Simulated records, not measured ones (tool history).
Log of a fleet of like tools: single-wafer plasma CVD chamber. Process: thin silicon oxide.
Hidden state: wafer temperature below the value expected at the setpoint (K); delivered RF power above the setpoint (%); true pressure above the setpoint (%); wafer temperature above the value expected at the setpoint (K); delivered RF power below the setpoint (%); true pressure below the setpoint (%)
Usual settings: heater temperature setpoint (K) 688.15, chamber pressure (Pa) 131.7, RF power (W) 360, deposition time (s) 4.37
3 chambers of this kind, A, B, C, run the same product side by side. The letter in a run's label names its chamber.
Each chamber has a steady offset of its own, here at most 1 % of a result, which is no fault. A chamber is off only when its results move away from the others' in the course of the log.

run    day  heater temperature setpoint (K)  chamber pressure (Pa)  RF power (W)  deposition time (s)  hours since the last thermocouple change  hours since the last RF generator calibration  hours since the last manometer calibration  read-back reference wafer on the same gauge, thickness_nm  mean film thickness on the monitor wafer (Å)
 1B  0.342                           688.15                  131.7           360                 4.37                                     228.5                                          118.3                                       483.4                                                     8.6968                                        103.27
 2A  0.725                           688.15                  131.7           360                 4.37                                     722.7                                          454.4                                       669.9                                                     8.6977                                         102.1
 3C  1.125                           688.15                  131.7           360                 4.37                                     413.7                                         1394.1                                       992.7                                                     8.6946                                         101.6
 4C  1.508                           688.15                  131.7           360                 4.37                                     422.9                                         1403.3                                      1001.9                                                     8.6939                                        101.65
 5B  1.762                           688.15                  131.7           360                 4.37                                     262.6                                          152.4                                       517.5                                                       8.69                                        103.12
 6A  2.075                           688.15                  131.7           360                 4.37                                     755.1                                          486.8                                       702.3                                                     8.6906                                        102.09
     2.275  -- chamber C: capacitance manometer re-zeroed and calibrated
 7A  2.575                           688.15                  131.7           360                 4.37                                     767.1                                          498.8                                       714.3                                                     8.6861                                         101.8
 8B  2.938                           688.15                  131.7           360                 4.37                                     290.8                                          180.6                                       545.7                                                     8.6851                                        102.89
 9C  3.454                           688.15                  131.7           360                 4.37                                     469.6                                           1450                                        28.4                                                     8.6862                                         101.4
10B  3.738                           688.15                  131.7           360                 4.37                                       310                                          199.8                                       564.9                                                     8.6841                                           103
11C  4.212                           688.15                  131.7           360                 4.37                                     487.8                                         1468.2                                        46.6                                                     8.6811                                         101.5
12A  4.704                           688.15                  131.7           360                 4.37                                     818.2                                          549.9                                       765.4                                                     8.6767                                        101.82
13C  5.042                           688.15                  131.7           360                 4.37                                     507.7                                         1488.1                                        66.5                                                     8.6765                                        101.56
14A  5.554                           688.15                  131.7           360                 4.37                                     838.6                                          570.3                                       785.8                                                     8.6718                                        101.62
15B  5.825                           688.15                  131.7           360                 4.37                                     360.1                                          249.9                                         615                                                     8.6711                                        103.01
16A    6.1                           688.15                  131.7           360                 4.37                                     851.7                                          583.4                                       798.9                                                     8.6725                                        101.64
17C  6.346                           688.15                  131.7           360                 4.37                                       539                                         1519.4                                        97.8                                                     8.6702                                        101.25
18B  6.738                           688.15                  131.7           360                 4.37                                       382                                          271.8                                       636.9                                                     8.6679                                        103.02
19C  7.271                           688.15                  131.7           360                 4.37                                     561.2                                         1541.6                                         120                                                     8.6641                                        101.31
20A  7.542                           688.15                  113.7           360                 4.37                                     886.3                                            618                                       833.5                                                     8.6643                                         90.04
21B  7.825                           688.15                  113.7           360                 4.37                                     408.1                                          297.9                                         663                                                     8.6623                                        91.126

All 3 chambers run these settings next. Forecast each chamber's results:
22A  8.208                           688.15                  148.5           360                 4.37                                                                                                                                                                                                                                             ?
22B  8.208                           688.15                  148.5           360                 4.37                                                                                                                                                                                                                                             ?
22C  8.208                           688.15                  148.5           360                 4.37                                                                                                                                                                                                                                             ?

run  mean film thickness on the monitor wafer (Å)
22A                                        109.88
22B                                        111.28
22C                                        109.67

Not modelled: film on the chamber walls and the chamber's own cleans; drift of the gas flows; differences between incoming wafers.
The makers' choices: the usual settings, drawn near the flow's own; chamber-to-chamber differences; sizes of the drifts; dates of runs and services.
